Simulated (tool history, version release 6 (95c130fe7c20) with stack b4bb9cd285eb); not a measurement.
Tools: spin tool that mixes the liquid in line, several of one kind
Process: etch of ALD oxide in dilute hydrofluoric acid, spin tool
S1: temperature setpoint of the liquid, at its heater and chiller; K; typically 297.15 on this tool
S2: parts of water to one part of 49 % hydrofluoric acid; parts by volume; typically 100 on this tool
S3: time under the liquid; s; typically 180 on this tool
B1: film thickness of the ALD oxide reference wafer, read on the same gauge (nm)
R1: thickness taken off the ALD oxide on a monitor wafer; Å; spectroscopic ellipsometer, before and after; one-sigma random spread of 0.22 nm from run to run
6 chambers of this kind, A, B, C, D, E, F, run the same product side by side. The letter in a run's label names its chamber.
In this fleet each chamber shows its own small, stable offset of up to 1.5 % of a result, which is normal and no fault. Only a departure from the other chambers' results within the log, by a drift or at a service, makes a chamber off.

| run | hour | S1 | S2 | S3 | B1 | R1 |
|---|---|---|---|---|---|---|
| 1B | 7.6 | 297.15 | 100 | 180 | 70.015 | 280.31 |
|  | 9 | chamber E: hydrofluoric acid flow meter replaced |
| 2E | 21.9 | 297.15 | 100 | 180 | 69.997 | 281.32 |
|  | 33.4 | chamber C: thermometer replaced |
| 3F | 34.2 | 297.15 | 100 | 180 | 70.002 | 277.76 |
| 4C | 46.7 | 297.15 | 100 | 180 | 69.999 | 277.14 |
| 5A | 54.7 | 297.15 | 100 | 180 | 69.955 | 282.71 |
| 6D | 65.3 | 300.15 | 100 | 140 | 70.001 | 251.68 |
| 7D | 78.4 | 300.15 | 100 | 140 | 70.044 | 249.15 |
|  | 82.3 | chamber E: thermometer replaced |
| 8E | 93.6 | 300.15 | 100 | 140 | 69.965 | 244.13 |
| 9A | 105.1 | 300.15 | 100 | 140 | 69.963 | 244.67 |
| 10F | 115.4 | 300.15 | 100 | 140 | 69.942 | 239.46 |
| 11B | 123.7 | 300.15 | 100 | 140 | 69.991 | 245.39 |
| 12C | 132.9 | 297.15 | 100 | 180 | 70.025 | 277.45 |
| 13B | 143.7 | 297.15 | 100 | 180 | 70.048 | 279.48 |
| 14D | 152.5 | 302.15 | 100 | 270 | 70.016 | 510.72 |
| 15E | 163.5 | 302.15 | 100 | 270 | 70.018 | 502.54 |
| 16C | 176 | 302.15 | 100 | 270 | 70.04 | 514.68 |
| 17A | 189.8 | 302.15 | 100 | 270 | 70.036 | 508.65 |
| 18F | 204.3 | 302.15 | 100 | 270 | 70.016 | 501.89 |
| 19E | 217.5 | 302.15 | 100 | 270 | 69.967 | 512.64 |
| 20B | 227.7 | 297.15 | 100 | 180 | 70.029 | 281.45 |
| 21A | 235.6 | 297.15 | 100 | 180 | 69.99 | 277.18 |
| 22F | 248.9 | 297.15 | 55 | 245 | 69.982 | 714.74 |
| 23D | 263.3 | 297.15 | 55 | 245 | 69.958 | 749.77 |
|  | 269.3 | chamber F: thermometer replaced |
| 24C | 275.7 | 297.15 | 55 | 245 | 70.02 | 739.39 |
| 25E | 285.1 | 297.15 | 55 | 245 | 69.985 | 742.66 |
| 26D | 293 | 297.15 | 55 | 245 | 70.019 | 758.66 |
| 27C | 304.3 | 297.15 | 55 | 245 | 69.969 | 735.27 |
| 28A | 313.3 | 297.15 | 100 | 180 | 69.989 | 280.06 |
| 29B | 324.9 | 297.15 | 100 | 180 | 70.039 | 278.57 |
|  | 339.1 | chamber D: thermometer replaced |
| 30F | 339.5 | 297.15 | 100 | 180 | 70.031 | 262.74 |
| 31A | 352.5 | 297.15 | 100 | 180 | 69.99 | 282.47 |
| 32F | 365.9 | 297.15 | 100 | 180 | 70.024 | 265.02 |
| 33D | 374.4 | 297.15 | 100 | 180 | 69.999 | 285.97 |
| 34C | 389.6 | 297.15 | 100 | 180 | 69.967 | 278.59 |
| 35E | 401.2 | 297.15 | 100 | 180 | 70.063 | 280.12 |
| 36B | 413.6 | 297.15 | 100 | 180 | 69.991 | 274.53 |
| 37A | 424.5 | 297.15 | 100 | 180 | 70.018 | 283.37 |
| 38B | 434.6 | 297.15 | 100 | 180 | 70.056 | 283.03 |
|  | 439.5 | chamber C: hydrofluoric acid flow meter replaced |
| 39D | 447.7 | 297.15 | 100 | 180 | 69.975 | 287.15 |
| 40E | 457.8 | 297.15 | 100 | 180 | 69.965 | 278.1 |
| 41C | 465.5 | 297.15 | 100 | 180 | 70.003 | 279.38 |
| 42F | 475 | 297.15 | 100 | 180 | 69.976 | 259.57 |

Has any chamber moved away from the others, gradually or after a service, or does the common gauge drift, or do the chambers differ only by their own small steady offsets? State the chamber and the most likely cause if one applies.

Little by little, chamber F moves away from the other chambers.
Likeliest cause: hydrofluoric acid flow below the setpoint (%) = 6.84.

Chamber F could run next with any of the 4 candidate recipes listed below; each alters the usual settings, and their results appear as question marks. Which one brings its results back in line with what the other chambers deliver on the usual settings?
To be in line, a result may differ from the other chambers' mean on the usual settings by at most: R1 7.8 Å
| 43F-1 | 486.1 | 295.15 | 100 | 180 |  | ? |
| 43F-2 | 486.1 | 296.15 | 100 | 180 |  | ? |
| 43F-3 | 486.1 | 297.15 | 95 | 185 |  | ? |
| 43F-4 | 486.1 | 297.15 | 100 | 185 |  | ? |

On the usual settings, the other chambers give on average: R1 281.11 Å
| run | R1 |
|---|---|
| 43F-1 | 238.83 |
| 43F-2 | 248.46 |
| 43F-3 | 281.18 |
| 43F-4 | 265.46 |
43F-3 brings the chamber back in line.
